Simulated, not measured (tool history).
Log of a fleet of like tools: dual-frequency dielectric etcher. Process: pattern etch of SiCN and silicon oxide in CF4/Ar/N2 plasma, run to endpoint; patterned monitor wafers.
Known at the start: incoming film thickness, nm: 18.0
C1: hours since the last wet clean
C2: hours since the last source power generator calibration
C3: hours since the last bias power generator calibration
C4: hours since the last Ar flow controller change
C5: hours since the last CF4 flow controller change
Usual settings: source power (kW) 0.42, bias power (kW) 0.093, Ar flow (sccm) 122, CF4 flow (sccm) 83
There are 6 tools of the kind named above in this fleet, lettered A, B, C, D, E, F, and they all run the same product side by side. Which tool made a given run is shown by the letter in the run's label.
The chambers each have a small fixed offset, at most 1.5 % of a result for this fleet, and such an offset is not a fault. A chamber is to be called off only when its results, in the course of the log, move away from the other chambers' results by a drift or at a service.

{"hour": 2.2, "done": "chamber C: wet clean of the chamber"}
{"hour": 3.2, "done": "chamber E: wet clean of the chamber"}
{"run": "1F", "hour": 4.4, "source power (kW)": 0.42, "bias power (kW)": 0.093, "Ar flow (sccm)": 122, "CF4 flow (sccm)": 83, "C1": 410, "C2": 801.9, "C3": 501.1, "C4": 2600.5, "C5": 2492.8, "endpoint time (s)": 20.48}
{"run": "2A", "hour": 8.9, "source power (kW)": 0.42, "bias power (kW)": 0.093, "Ar flow (sccm)": 122, "CF4 flow (sccm)": 83, "C1": 187.4, "C2": 615.5, "C3": 220.8, "C4": 5648.4, "C5": 2399.2, "endpoint time (s)": 20.42}
{"run": "3D", "hour": 11.4, "source power (kW)": 0.42, "bias power (kW)": 0.093, "Ar flow (sccm)": 122, "CF4 flow (sccm)": 83, "C1": 141.7, "C2": 794.5, "C3": 3181, "C4": 1232.5, "C5": 2096.1, "endpoint time (s)": 20.525}
{"run": "4C", "hour": 14.5, "source power (kW)": 0.42, "bias power (kW)": 0.093, "Ar flow (sccm)": 122, "CF4 flow (sccm)": 83, "C1": 12.3, "C2": 575.1, "C3": 973.4, "C4": 128.7, "C5": 161.3, "endpoint time (s)": 20.465}
{"run": "5B", "hour": 17.5, "source power (kW)": 0.42, "bias power (kW)": 0.093, "Ar flow (sccm)": 122, "CF4 flow (sccm)": 83, "C1": 588.1, "C2": 3434.5, "C3": 2983.6, "C4": 1077.7, "C5": 3517.4, "endpoint time (s)": 20.612}
{"run": "6E", "hour": 23.1, "source power (kW)": 0.42, "bias power (kW)": 0.072, "Ar flow (sccm)": 122, "CF4 flow (sccm)": 83, "C1": 20, "C2": 1879.9, "C3": 38.8, "C4": 1288.2, "C5": 1299.8, "endpoint time (s)": 22.316}
{"run": "7E", "hour": 28.6, "source power (kW)": 0.42, "bias power (kW)": 0.072, "Ar flow (sccm)": 122, "CF4 flow (sccm)": 83, "C1": 25.5, "C2": 1885.4, "C3": 44.3, "C4": 1293.7, "C5": 1305.3, "endpoint time (s)": 22.232}
{"run": "8F", "hour": 31.7, "source power (kW)": 0.42, "bias power (kW)": 0.072, "Ar flow (sccm)": 122, "CF4 flow (sccm)": 83, "C1": 437.3, "C2": 829.2, "C3": 528.4, "C4": 2627.8, "C5": 2520.1, "endpoint time (s)": 22.434}
{"run": "9C", "hour": 34.8, "source power (kW)": 0.42, "bias power (kW)": 0.072, "Ar flow (sccm)": 122, "CF4 flow (sccm)": 83, "C1": 32.6, "C2": 595.4, "C3": 993.7, "C4": 149, "C5": 181.6, "endpoint time (s)": 22.079}
{"run": "10A", "hour": 37.5, "source power (kW)": 0.42, "bias power (kW)": 0.072, "Ar flow (sccm)": 122, "CF4 flow (sccm)": 83, "C1": 216, "C2": 644.1, "C3": 249.4, "C4": 5677, "C5": 2427.8, "endpoint time (s)": 22.457}
{"run": "11D", "hour": 42.1, "source power (kW)": 0.42, "bias power (kW)": 0.072, "Ar flow (sccm)": 122, "CF4 flow (sccm)": 83, "C1": 172.4, "C2": 825.2, "C3": 3211.7, "C4": 1263.2, "C5": 2126.8, "endpoint time (s)": 22.344}
{"run": "12B", "hour": 47.4, "source power (kW)": 0.42, "bias power (kW)": 0.093, "Ar flow (sccm)": 122, "CF4 flow (sccm)": 83, "C1": 618, "C2": 3464.4, "C3": 3013.5, "C4": 1107.6, "C5": 3547.3, "endpoint time (s)": 20.844}
{"run": "13C", "hour": 50.8, "source power (kW)": 0.42, "bias power (kW)": 0.093, "Ar flow (sccm)": 122, "CF4 flow (sccm)": 83, "C1": 48.6, "C2": 611.4, "C3": 1009.7, "C4": 165, "C5": 197.6, "endpoint time (s)": 20.224}
{"run": "14D", "hour": 54.6, "source power (kW)": 0.42, "bias power (kW)": 0.093, "Ar flow (sccm)": 122, "CF4 flow (sccm)": 83, "C1": 184.9, "C2": 837.7, "C3": 3224.2, "C4": 1275.7, "C5": 2139.3, "endpoint time (s)": 20.44}
{"run": "15A", "hour": 58.1, "source power (kW)": 0.38, "bias power (kW)": 0.093, "Ar flow (sccm)": 108, "CF4 flow (sccm)": 83, "C1": 236.6, "C2": 664.7, "C3": 270, "C4": 5697.6, "C5": 2448.4, "endpoint time (s)": 21.547}
{"run": "16B", "hour": 62.8, "source power (kW)": 0.38, "bias power (kW)": 0.093, "Ar flow (sccm)": 108, "CF4 flow (sccm)": 83, "C1": 633.4, "C2": 3479.8, "C3": 3028.9, "C4": 1123, "C5": 3562.7, "endpoint time (s)": 22.206}
{"run": "17E", "hour": 66.9, "source power (kW)": 0.38, "bias power (kW)": 0.093, "Ar flow (sccm)": 108, "CF4 flow (sccm)": 83, "C1": 63.8, "C2": 1923.7, "C3": 82.6, "C4": 1332, "C5": 1343.6, "endpoint time (s)": 22.18}
{"hour": 68.5, "done": "chamber B: wet clean of the chamber"}
{"run": "18F", "hour": 71.8, "source power (kW)": 0.38, "bias power (kW)": 0.093, "Ar flow (sccm)": 108, "CF4 flow (sccm)": 83, "C1": 477.4, "C2": 869.3, "C3": 568.5, "C4": 2667.9, "C5": 2560.2, "endpoint time (s)": 22.037}
{"hour": 73.9, "done": "chamber F: wet clean of the chamber"}
{"run": "19C", "hour": 77.2, "source power (kW)": 0.38, "bias power (kW)": 0.093, "Ar flow (sccm)": 108, "CF4 flow (sccm)": 83, "C1": 75, "C2": 637.8, "C3": 1036.1, "C4": 191.4, "C5": 224, "endpoint time (s)": 21.838}
{"run": "20F", "hour": 82.4, "source power (kW)": 0.38, "bias power (kW)": 0.093, "Ar flow (sccm)": 108, "CF4 flow (sccm)": 83, "C1": 8.6, "C2": 879.9, "C3": 579.1, "C4": 2678.5, "C5": 2570.8, "endpoint time (s)": 22.049}
{"run": "21A", "hour": 85.0, "source power (kW)": 0.42, "bias power (kW)": 0.093, "Ar flow (sccm)": 122, "CF4 flow (sccm)": 83, "C1": 263.5, "C2": 691.6, "C3": 296.9, "C4": 5724.5, "C5": 2475.3, "endpoint time (s)": 20.305}
{"run": "22D", "hour": 90.6, "source power (kW)": 0.47, "bias power (kW)": 0.093, "Ar flow (sccm)": 122, "CF4 flow (sccm)": 70, "C1": 220.9, "C2": 873.7, "C3": 3260.2, "C4": 1311.7, "C5": 2175.3, "endpoint time (s)": 19.128}
{"run": "23E", "hour": 94.8, "source power (kW)": 0.47, "bias power (kW)": 0.093, "Ar flow (sccm)": 122, "CF4 flow (sccm)": 70, "C1": 91.7, "C2": 1951.6, "C3": 110.5, "C4": 1359.9, "C5": 1371.5, "endpoint time (s)": 18.966}
{"run": "24B", "hour": 97.6, "source power (kW)": 0.47, "bias power (kW)": 0.093, "Ar flow (sccm)": 122, "CF4 flow (sccm)": 70, "C1": 29.1, "C2": 3514.6, "C3": 3063.7, "C4": 1157.8, "C5": 3597.5, "endpoint time (s)": 19.353}
{"run": "25F", "hour": 102.0, "source power (kW)": 0.47, "bias power (kW)": 0.093, "Ar flow (sccm)": 122, "CF4 flow (sccm)": 70, "C1": 28.2, "C2": 899.5, "C3": 598.7, "C4": 2698.1, "C5": 2590.4, "endpoint time (s)": 19.034}
{"run": "26A", "hour": 105.5, "source power (kW)": 0.47, "bias power (kW)": 0.093, "Ar flow (sccm)": 122, "CF4 flow (sccm)": 70, "C1": 284, "C2": 712.1, "C3": 317.4, "C4": 5745, "C5": 2495.8, "endpoint time (s)": 18.826}
{"run": "27E", "hour": 109.1, "source power (kW)": 0.47, "bias power (kW)": 0.093, "Ar flow (sccm)": 122, "CF4 flow (sccm)": 70, "C1": 106, "C2": 1965.9, "C3": 124.8, "C4": 1374.2, "C5": 1385.8, "endpoint time (s)": 19.179}
{"run": "28B", "hour": 113.2, "source power (kW)": 0.42, "bias power (kW)": 0.093, "Ar flow (sccm)": 122, "CF4 flow (sccm)": 83, "C1": 44.7, "C2": 3530.2, "C3": 3079.3, "C4": 1173.4, "C5": 3613.1, "endpoint time (s)": 20.779}
{"run": "29D", "hour": 118.4, "source power (kW)": 0.42, "bias power (kW)": 0.093, "Ar flow (sccm)": 122, "CF4 flow (sccm)": 83, "C1": 248.7, "C2": 901.5, "C3": 3288, "C4": 1339.5, "C5": 2203.1, "endpoint time (s)": 20.467}
{"run": "30C", "hour": 122.9, "source power (kW)": 0.42, "bias power (kW)": 0.093, "Ar flow (sccm)": 122, "CF4 flow (sccm)": 83, "C1": 120.7, "C2": 683.5, "C3": 1081.8, "C4": 237.1, "C5": 269.7, "endpoint time (s)": 20.167}
{"run": "31E", "hour": 128.1, "source power (kW)": 0.42, "bias power (kW)": 0.093, "Ar flow (sccm)": 122, "CF4 flow (sccm)": 83, "C1": 125, "C2": 1984.9, "C3": 143.8, "C4": 1393.2, "C5": 1404.8, "endpoint time (s)": 20.586}
{"run": "32A", "hour": 131.4, "source power (kW)": 0.42, "bias power (kW)": 0.093, "Ar flow (sccm)": 122, "CF4 flow (sccm)": 76, "C1": 309.9, "C2": 738, "C3": 343.3, "C4": 5770.9, "C5": 2521.7, "endpoint time (s)": 20.556}
{"run": "33B", "hour": 136.5, "source power (kW)": 0.42, "bias power (kW)": 0.093, "Ar flow (sccm)": 122, "CF4 flow (sccm)": 76, "C1": 68, "C2": 3553.5, "C3": 3102.6, "C4": 1196.7, "C5": 3636.4, "endpoint time (s)": 21.021}
{"run": "34F", "hour": 139.2, "source power (kW)": 0.42, "bias power (kW)": 0.093, "Ar flow (sccm)": 122, "CF4 flow (sccm)": 76, "C1": 65.4, "C2": 936.7, "C3": 635.9, "C4": 2735.3, "C5": 2627.6, "endpoint time (s)": 20.859}
{"run": "35C", "hour": 142.5, "source power (kW)": 0.42, "bias power (kW)": 0.093, "Ar flow (sccm)": 122, "CF4 flow (sccm)": 76, "C1": 140.3, "C2": 703.1, "C3": 1101.4, "C4": 256.7, "C5": 289.3, "endpoint time (s)": 20.582}
{"run": "36D", "hour": 146.6, "source power (kW)": 0.42, "bias power (kW)": 0.093, "Ar flow (sccm)": 122, "CF4 flow (sccm)": 76, "C1": 276.9, "C2": 929.7, "C3": 3316.2, "C4": 1367.7, "C5": 2231.3, "endpoint time (s)": 20.787}
{"run": "37D", "hour": 150.0, "source power (kW)": 0.42, "bias power (kW)": 0.093, "Ar flow (sccm)": 122, "CF4 flow (sccm)": 76, "C1": 280.3, "C2": 933.1, "C3": 3319.6, "C4": 1371.1, "C5": 2234.7, "endpoint time (s)": 20.735}
{"run": "38C", "hour": 153.2, "source power (kW)": 0.36, "bias power (kW)": 0.093, "Ar flow (sccm)": 122, "CF4 flow (sccm)": 83, "C1": 151, "C2": 713.8, "C3": 1112.1, "C4": 267.4, "C5": 300, "endpoint time (s)": 23.194}
{"run": "39B", "hour": 157.1, "source power (kW)": 0.36, "bias power (kW)": 0.093, "Ar flow (sccm)": 122, "CF4 flow (sccm)": 83, "C1": 88.6, "C2": 3574.1, "C3": 3123.2, "C4": 1217.3, "C5": 3657, "endpoint time (s)": 23.735}

One chamber off, gauge drift, or nothing amiss beyond the chambers' own small offsets? If it is a chamber, which one, and what is the likeliest cause?

Beyond each chamber's small constant offset nothing stands out, and the gauge stays steady.
